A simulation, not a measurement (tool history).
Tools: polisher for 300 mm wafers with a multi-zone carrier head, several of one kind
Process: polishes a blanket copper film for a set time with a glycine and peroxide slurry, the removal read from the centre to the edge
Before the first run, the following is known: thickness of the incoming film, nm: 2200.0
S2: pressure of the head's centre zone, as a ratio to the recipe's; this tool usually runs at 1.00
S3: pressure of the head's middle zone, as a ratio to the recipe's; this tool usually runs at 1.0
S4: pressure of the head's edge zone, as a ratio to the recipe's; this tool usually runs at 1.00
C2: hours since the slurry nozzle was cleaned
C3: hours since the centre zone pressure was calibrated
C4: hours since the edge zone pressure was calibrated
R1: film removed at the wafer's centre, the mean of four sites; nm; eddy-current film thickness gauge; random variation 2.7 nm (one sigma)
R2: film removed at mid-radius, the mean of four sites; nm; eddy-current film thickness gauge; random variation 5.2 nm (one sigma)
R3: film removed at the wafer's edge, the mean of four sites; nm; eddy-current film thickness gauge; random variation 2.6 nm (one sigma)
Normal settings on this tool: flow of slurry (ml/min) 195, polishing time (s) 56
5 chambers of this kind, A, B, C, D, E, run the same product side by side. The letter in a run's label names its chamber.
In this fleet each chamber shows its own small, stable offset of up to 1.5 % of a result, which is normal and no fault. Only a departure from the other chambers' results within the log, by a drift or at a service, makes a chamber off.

run 1B hour=6.5 | flow_of_slurry_(ml/min)=195 S2=1.00 S3=1.0 S4=1.00 polishing_time_(s)=56 | wafers_polished_on_this_pad=653 C2=10.8 C3=961.5 C4=259.9 | R1=350.76 R2=348.55 R3=346.99
-- hour=10.1 chamber B: worn pad replaced by a new one
run 2E hour=13.1 | flow_of_slurry_(ml/min)=195 S2=1.00 S3=1.0 S4=1.00 polishing_time_(s)=56 | wafers_polished_on_this_pad=412 C2=217.1 C3=791.5 C4=785.9 | R1=346.42 R2=347.97 R3=351.60
run 3D hour=19.8 | flow_of_slurry_(ml/min)=195 S2=1.00 S3=1.0 S4=1.00 polishing_time_(s)=56 | wafers_polished_on_this_pad=730 C2=235.8 C3=546.7 C4=866.5 | R1=354.64 R2=348.68 R3=354.24
-- hour=24.5 chamber A: centre zone pressure recalibrated
-- hour=25.8 chamber D: worn pad replaced by a new one
run 4C hour=26.1 | flow_of_slurry_(ml/min)=195 S2=1.00 S3=1.0 S4=1.00 polishing_time_(s)=56 | wafers_polished_on_this_pad=422 C2=157.8 C3=641.5 C4=73.0 | R1=353.28 R2=352.81 R3=348.02
run 5A hour=30.5 | flow_of_slurry_(ml/min)=195 S2=1.00 S3=1.0 S4=1.00 polishing_time_(s)=56 | wafers_polished_on_this_pad=532 C2=405.7 C3=6.1 C4=1252.2 | R1=346.12 R2=354.37 R3=349.98
run 6A hour=35.3 | flow_of_slurry_(ml/min)=195 S2=1.00 S3=1.0 S4=1.00 polishing_time_(s)=56 | wafers_polished_on_this_pad=600 C2=410.5 C3=10.9 C4=1257.0 | R1=349.55 R2=359.65 R3=358.69
-- hour=41.8 chamber E: edge zone pressure recalibrated
run 7B hour=42.2 | flow_of_slurry_(ml/min)=195 S2=1.00 S3=1.1 S4=1.10 polishing_time_(s)=56 | wafers_polished_on_this_pad=455 C2=46.5 C3=997.2 C4=295.6 | R1=349.36 R2=385.67 R3=365.25
run 8C hour=46.6 | flow_of_slurry_(ml/min)=195 S2=1.00 S3=1.1 S4=1.10 polishing_time_(s)=56 | wafers_polished_on_this_pad=712 C2=178.3 C3=662.0 C4=93.5 | R1=353.88 R2=372.80 R3=365.03
-- hour=48.7 chamber A: worn pad replaced by a new one
-- hour=49.2 chamber E: worn pad replaced by a new one
run 9E hour=52.9 | flow_of_slurry_(ml/min)=195 S2=1.00 S3=1.1 S4=1.10 polishing_time_(s)=56 | wafers_polished_on_this_pad=52 C2=256.9 C3=831.3 C4=11.1 | R1=348.99 R2=393.03 R3=369.84
-- hour=57.8 chamber B: worn pad replaced by a new one
run 10D hour=58.5 | flow_of_slurry_(ml/min)=195 S2=1.00 S3=1.1 S4=1.10 polishing_time_(s)=56 | wafers_polished_on_this_pad=464 C2=274.5 C3=585.4 C4=905.2 | R1=351.48 R2=382.60 R3=369.19
-- hour=64.0 chamber C: worn pad replaced by a new one
run 11D hour=64.4 | flow_of_slurry_(ml/min)=195 S2=1.00 S3=1.1 S4=1.10 polishing_time_(s)=56 | wafers_polished_on_this_pad=547 C2=280.4 C3=591.3 C4=911.1 | R1=348.20 R2=380.50 R3=362.07
-- hour=69.1 chamber A: slurry nozzle cleaned
-- hour=73.8 chamber D: worn pad replaced by a new one
run 12C hour=73.9 | flow_of_slurry_(ml/min)=195 S2=1.00 S3=1.0 S4=1.00 polishing_time_(s)=56 | wafers_polished_on_this_pad=141 C2=205.6 C3=689.3 C4=120.8 | R1=355.92 R2=342.65 R3=344.33
-- hour=80.0 chamber E: slurry nozzle cleaned
run 13B hour=80.6 | flow_of_slurry_(ml/min)=195 S2=1.08 S3=1.0 S4=1.00 polishing_time_(s)=70 | wafers_polished_on_this_pad=323 C2=84.9 C3=1035.6 C4=334.0 | R1=479.99 R2=441.56 R3=436.36
run 14E hour=85.4 | flow_of_slurry_(ml/min)=195 S2=1.08 S3=1.0 S4=1.00 polishing_time_(s)=70 | wafers_polished_on_this_pad=512 C2=5.5 C3=863.8 C4=43.6 | R1=466.47 R2=421.11 R3=442.17
run 15A hour=91.6 | flow_of_slurry_(ml/min)=195 S2=1.08 S3=1.0 S4=1.00 polishing_time_(s)=70 | wafers_polished_on_this_pad=608 C2=22.6 C3=67.2 C4=1313.3 | R1=473.85 R2=440.97 R3=444.80
run 16D hour=97.0 | flow_of_slurry_(ml/min)=195 S2=1.08 S3=1.0 S4=1.00 polishing_time_(s)=70 | wafers_polished_on_this_pad=328 C2=313.0 C3=623.9 C4=943.7 | R1=479.76 R2=435.73 R3=432.88
run 17B hour=102.0 | flow_of_slurry_(ml/min)=195 S2=1.08 S3=1.0 S4=1.00 polishing_time_(s)=70 | wafers_polished_on_this_pad=626 C2=106.3 C3=1057.0 C4=355.4 | R1=476.96 R2=447.71 R3=435.72
-- hour=107.1 chamber E: worn pad replaced by a new one
run 18A hour=108.5 | flow_of_slurry_(ml/min)=195 S2=1.00 S3=1.0 S4=1.00 polishing_time_(s)=56 | wafers_polished_on_this_pad=847 C2=39.5 C3=84.1 C4=1330.2 | R1=348.73 R2=358.78 R3=348.95
-- hour=111.7 chamber B: worn pad replaced by a new one
run 19E hour=114.4 | flow_of_slurry_(ml/min)=195 S2=1.00 S3=1.0 S4=1.00 polishing_time_(s)=56 | wafers_polished_on_this_pad=104 C2=34.5 C3=892.8 C4=72.6 | R1=347.43 R2=343.67 R3=351.28
-- hour=116.1 chamber A: worn pad replaced by a new one
run 20C hour=121.7 | flow_of_slurry_(ml/min)=195 S2=1.00 S3=1.0 S4=1.00 polishing_time_(s)=56 | wafers_polished_on_this_pad=817 C2=253.4 C3=737.1 C4=168.6 | R1=350.64 R2=346.87 R3=349.59
run 21C hour=127.8 | flow_of_slurry_(ml/min)=195 S2=1.00 S3=1.0 S4=1.00 polishing_time_(s)=56 | wafers_polished_on_this_pad=903 C2=259.5 C3=743.2 C4=174.7 | R1=354.21 R2=351.41 R3=350.02
-- hour=128.6 chamber D: worn pad replaced by a new one
run 22A hour=134.7 | flow_of_slurry_(ml/min)=195 S2=1.00 S3=1.0 S4=1.00 polishing_time_(s)=56 | wafers_polished_on_this_pad=264 C2=65.7 C3=110.3 C4=1356.4 | R1=347.38 R2=357.58 R3=348.99
run 23B hour=142.5 | flow_of_slurry_(ml/min)=195 S2=0.96 S3=1.0 S4=1.00 polishing_time_(s)=56 | wafers_polished_on_this_pad=436 C2=146.8 C3=1097.5 C4=395.9 | R1=334.34 R2=352.66 R3=348.50
run 24E hour=151.4 | flow_of_slurry_(ml/min)=195 S2=0.96 S3=1.0 S4=1.00 polishing_time_(s)=56 | wafers_polished_on_this_pad=627 C2=71.5 C3=929.8 C4=109.6 | R1=327.73 R2=351.95 R3=350.54
-- hour=153.1 chamber C: worn pad replaced by a new one
-- hour=155.7 chamber B: edge zone pressure recalibrated
run 25D hour=155.9 | flow_of_slurry_(ml/min)=195 S2=0.96 S3=1.0 S4=1.00 polishing_time_(s)=56 | wafers_polished_on_this_pad=386 C2=371.9 C3=682.8 C4=1002.6 | R1=333.91 R2=346.03 R3=352.06
-- hour=161.3 chamber B: worn pad replaced by a new one
run 26E hour=162.2 | flow_of_slurry_(ml/min)=195 S2=0.96 S3=1.0 S4=1.00 polishing_time_(s)=56 | wafers_polished_on_this_pad=780 C2=82.3 C3=940.6 C4=120.4 | R1=327.23 R2=354.50 R3=355.10
-- hour=168.5 chamber A: edge zone pressure recalibrated
-- hour=170.7 chamber A: worn pad replaced by a new one
run 27B hour=171.2 | flow_of_slurry_(ml/min)=195 S2=0.96 S3=1.0 S4=1.00 polishing_time_(s)=56 | wafers_polished_on_this_pad=140 C2=175.5 C3=1126.2 C4=15.6 | R1=336.00 R2=352.82 R3=346.11
-- hour=173.8 chamber E: worn pad replaced by a new one
run 28C hour=175.6 | flow_of_slurry_(ml/min)=195 S2=1.00 S3=1.0 S4=1.00 polishing_time_(s)=56 | wafers_polished_on_this_pad=319 C2=307.3 C3=791.0 C4=222.5 | R1=349.69 R2=347.63 R3=342.18
-- hour=178.0 chamber D: worn pad replaced by a new one
run 29D hour=184.7 | flow_of_slurry_(ml/min)=195 S2=1.00 S3=1.0 S4=1.00 polishing_time_(s)=56 | wafers_polished_on_this_pad=95 C2=400.7 C3=711.6 C4=1031.4 | R1=351.16 R2=349.57 R3=349.48
run 30A hour=193.4 | flow_of_slurry_(ml/min)=195 S2=1.00 S3=1.0 S4=1.00 polishing_time_(s)=56 | wafers_polished_on_this_pad=321 C2=124.4 C3=169.0 C4=24.9 | R1=345.29 R2=351.91 R3=351.55
run 31D hour=202.5 | flow_of_slurry_(ml/min)=195 S2=1.00 S3=1.0 S4=1.00 polishing_time_(s)=56 | wafers_polished_on_this_pad=346 C2=418.5 C3=729.4 C4=1049.2 | R1=349.18 R2=349.63 R3=352.26
run 32C hour=209.2 | flow_of_slurry_(ml/min)=195 S2=1.00 S3=1.0 S4=1.00 polishing_time_(s)=56 | wafers_polished_on_this_pad=794 C2=340.9 C3=824.6 C4=256.1 | R1=350.96 R2=346.29 R3=345.20
-- hour=209.9 chamber B: slurry nozzle cleaned
run 33A hour=217.9 | flow_of_slurry_(ml/min)=195 S2=1.00 S3=1.0 S4=1.00 polishing_time_(s)=56 | wafers_polished_on_this_pad=668 C2=148.9 C3=193.5 C4=49.4 | R1=344.87 R2=356.70 R3=352.89
-- hour=222.9 chamber B: worn pad replaced by a new one
run 34B hour=224.0 | flow_of_slurry_(ml/min)=195 S2=1.00 S3=1.0 S4=1.00 polishing_time_(s)=56 | wafers_polished_on_this_pad=16 C2=14.1 C3=1179.0 C4=68.4 | R1=350.13 R2=343.75 R3=351.01
-- hour=229.2 chamber C: worn pad replaced by a new one
run 35E hour=233.2 | flow_of_slurry_(ml/min)=195 S2=1.00 S3=1.0 S4=1.00 polishing_time_(s)=56 | wafers_polished_on_this_pad=841 C2=153.3 C3=1011.6 C4=191.4 | R1=342.49 R2=339.44 R3=352.49
-- hour=236.6 chamber D: worn pad replaced by a new one
-- hour=238.0 chamber A: worn pad replaced by a new one
-- hour=240.4 chamber E: worn pad replaced by a new one
run 36D hour=241.7 | flow_of_slurry_(ml/min)=195 S2=1.00 S3=1.0 S4=1.00 polishing_time_(s)=56 | wafers_polished_on_this_pad=72 C2=457.7 C3=768.6 C4=1088.4 | R1=353.63 R2=350.91 R3=348.06
-- hour=247.7 chamber C: slurry nozzle cleaned
run 37A hour=250.0 | flow_of_slurry_(ml/min)=195 S2=1.00 S3=1.0 S4=1.00 polishing_time_(s)=56 | wafers_polished_on_this_pad=170 C2=181.0 C3=225.6 C4=81.5 | R1=349.16 R2=354.34 R3=351.57
run 38C hour=258.9 | flow_of_slurry_(ml/min)=195 S2=1.00 S3=1.0 S4=1.00 polishing_time_(s)=56 | wafers_polished_on_this_pad=420 C2=11.2 C3=874.3 C4=305.8 | R1=351.48 R2=347.00 R3=348.60
-- hour=259.2 chamber E: centre zone pressure recalibrated
run 39E hour=266.0 | flow_of_slurry_(ml/min)=195 S2=1.00 S3=1.0 S4=1.00 polishing_time_(s)=56 | wafers_polished_on_this_pad=363 C2=186.1 C3=6.9 C4=224.2 | R1=345.66 R2=351.25 R3=348.86
run 40B hour=275.9 | flow_of_slurry_(ml/min)=195 S2=0.96 S3=1.0 S4=0.91 polishing_time_(s)=56 | wafers_polished_on_this_pad=750 C2=66.0 C3=1230.9 C4=120.3 | R1=330.30 R2=356.23 R3=331.65

Read the log: is a single chamber off, either drifting away or since a service, is the gauge that measures every chamber drifting, or is nothing wrong beyond small per-chamber offsets? Name any odd chamber and what most likely caused it.

The fleet is healthy, with each chamber sitting at its usual small offset and no drift in the gauge.

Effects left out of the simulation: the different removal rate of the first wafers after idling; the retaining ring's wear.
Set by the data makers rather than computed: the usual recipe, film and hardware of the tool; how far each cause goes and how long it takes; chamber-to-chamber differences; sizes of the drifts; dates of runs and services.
